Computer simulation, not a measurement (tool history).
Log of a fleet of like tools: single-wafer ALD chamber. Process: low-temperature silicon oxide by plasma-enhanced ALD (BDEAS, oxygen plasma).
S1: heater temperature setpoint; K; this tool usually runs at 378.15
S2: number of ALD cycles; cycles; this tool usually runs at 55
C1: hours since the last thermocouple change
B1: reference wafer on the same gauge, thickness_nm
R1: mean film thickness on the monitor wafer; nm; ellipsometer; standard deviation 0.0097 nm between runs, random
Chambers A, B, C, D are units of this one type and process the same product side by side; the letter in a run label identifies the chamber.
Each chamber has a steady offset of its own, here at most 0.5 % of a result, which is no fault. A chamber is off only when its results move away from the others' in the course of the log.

{"run": "1D", "day": 0.254, "S1": 378.15, "S2": 55, "C1": 306.1, "B1": 9.2487, "R1": 7.7695}
{"run": "2C", "day": 0.746, "S1": 378.15, "S2": 55, "C1": 507.2, "B1": 9.2539, "R1": 7.796}
{"run": "3A", "day": 1.171, "S1": 378.15, "S2": 55, "C1": 135.3, "B1": 9.254, "R1": 7.8164}
{"run": "4B", "day": 1.729, "S1": 378.15, "S2": 55, "C1": 2129.9, "B1": 9.2568, "R1": 7.8285}
{"run": "5A", "day": 2.188, "S1": 378.15, "S2": 55, "C1": 159.7, "B1": 9.2581, "R1": 7.8191}
{"run": "6C", "day": 2.442, "S1": 378.15, "S2": 55, "C1": 547.9, "B1": 9.2604, "R1": 7.7997}
{"run": "7B", "day": 2.812, "S1": 378.15, "S2": 55, "C1": 2155.9, "B1": 9.2648, "R1": 7.8175}
{"run": "8D", "day": 3.125, "S1": 378.15, "S2": 55, "C1": 375, "B1": 9.2636, "R1": 7.7866}
{"run": "9C", "day": 3.538, "S1": 378.15, "S2": 46, "C1": 574.2, "B1": 9.2642, "R1": 6.5315}
{"day": 3.883, "done": "chamber B: thermocouple changed; heater temperature recalibrated"}
{"run": "10D", "day": 3.908, "S1": 378.15, "S2": 46, "C1": 393.8, "B1": 9.2698, "R1": 6.5139}
{"run": "11B", "day": 4.412, "S1": 378.15, "S2": 46, "C1": 12.8, "B1": 9.2679, "R1": 6.5387}
{"run": "12A", "day": 4.912, "S1": 378.15, "S2": 46, "C1": 225.1, "B1": 9.2696, "R1": 6.533}
{"run": "13D", "day": 5.292, "S1": 378.15, "S2": 55, "C1": 427, "B1": 9.2734, "R1": 7.7929}
{"run": "14C", "day": 5.775, "S1": 378.15, "S2": 55, "C1": 627.9, "B1": 9.278, "R1": 7.8205}
{"run": "15B", "day": 6.238, "S1": 378.15, "S2": 55, "C1": 56.6, "B1": 9.2795, "R1": 7.8305}
{"run": "16A", "day": 6.621, "S1": 378.15, "S2": 55, "C1": 266.1, "B1": 9.2816, "R1": 7.824}
{"run": "17A", "day": 6.971, "S1": 370.15, "S2": 47, "C1": 274.5, "B1": 9.2832, "R1": 6.8349}
{"run": "18B", "day": 7.479, "S1": 370.15, "S2": 47, "C1": 86.4, "B1": 9.2827, "R1": 6.8446}
{"run": "19C", "day": 8.0, "S1": 370.15, "S2": 47, "C1": 681.3, "B1": 9.2864, "R1": 6.8203}
{"run": "20D", "day": 8.35, "S1": 370.15, "S2": 47, "C1": 500.4, "B1": 9.2909, "R1": 6.7914}
{"run": "21D", "day": 8.683, "S1": 393.15, "S2": 61, "C1": 508.4, "B1": 9.2885, "R1": 8.4236}
{"run": "22A", "day": 9.229, "S1": 393.15, "S2": 61, "C1": 328.7, "B1": 9.2938, "R1": 8.4605}
{"run": "23C", "day": 9.596, "S1": 393.15, "S2": 61, "C1": 719.6, "B1": 9.2955, "R1": 8.4665}
{"run": "24B", "day": 9.904, "S1": 393.15, "S2": 61, "C1": 144.6, "B1": 9.2953, "R1": 8.4717}

All chambers now run identical settings, listed one chamber a line with results as question marks. What results will each chamber show?
{"run": "25A", "day": 10.304, "S1": 378.15, "S2": 48, "R1": "?"}
{"run": "25B", "day": 10.304, "S1": 378.15, "S2": 48, "R1": "?"}
{"run": "25C", "day": 10.304, "S1": 378.15, "S2": 48, "R1": "?"}
{"run": "25D", "day": 10.304, "S1": 378.15, "S2": 48, "R1": "?"}

run=25A R1=6.8598
run=25B R1=6.8623
run=25C R1=6.8248
run=25D R1=6.8202
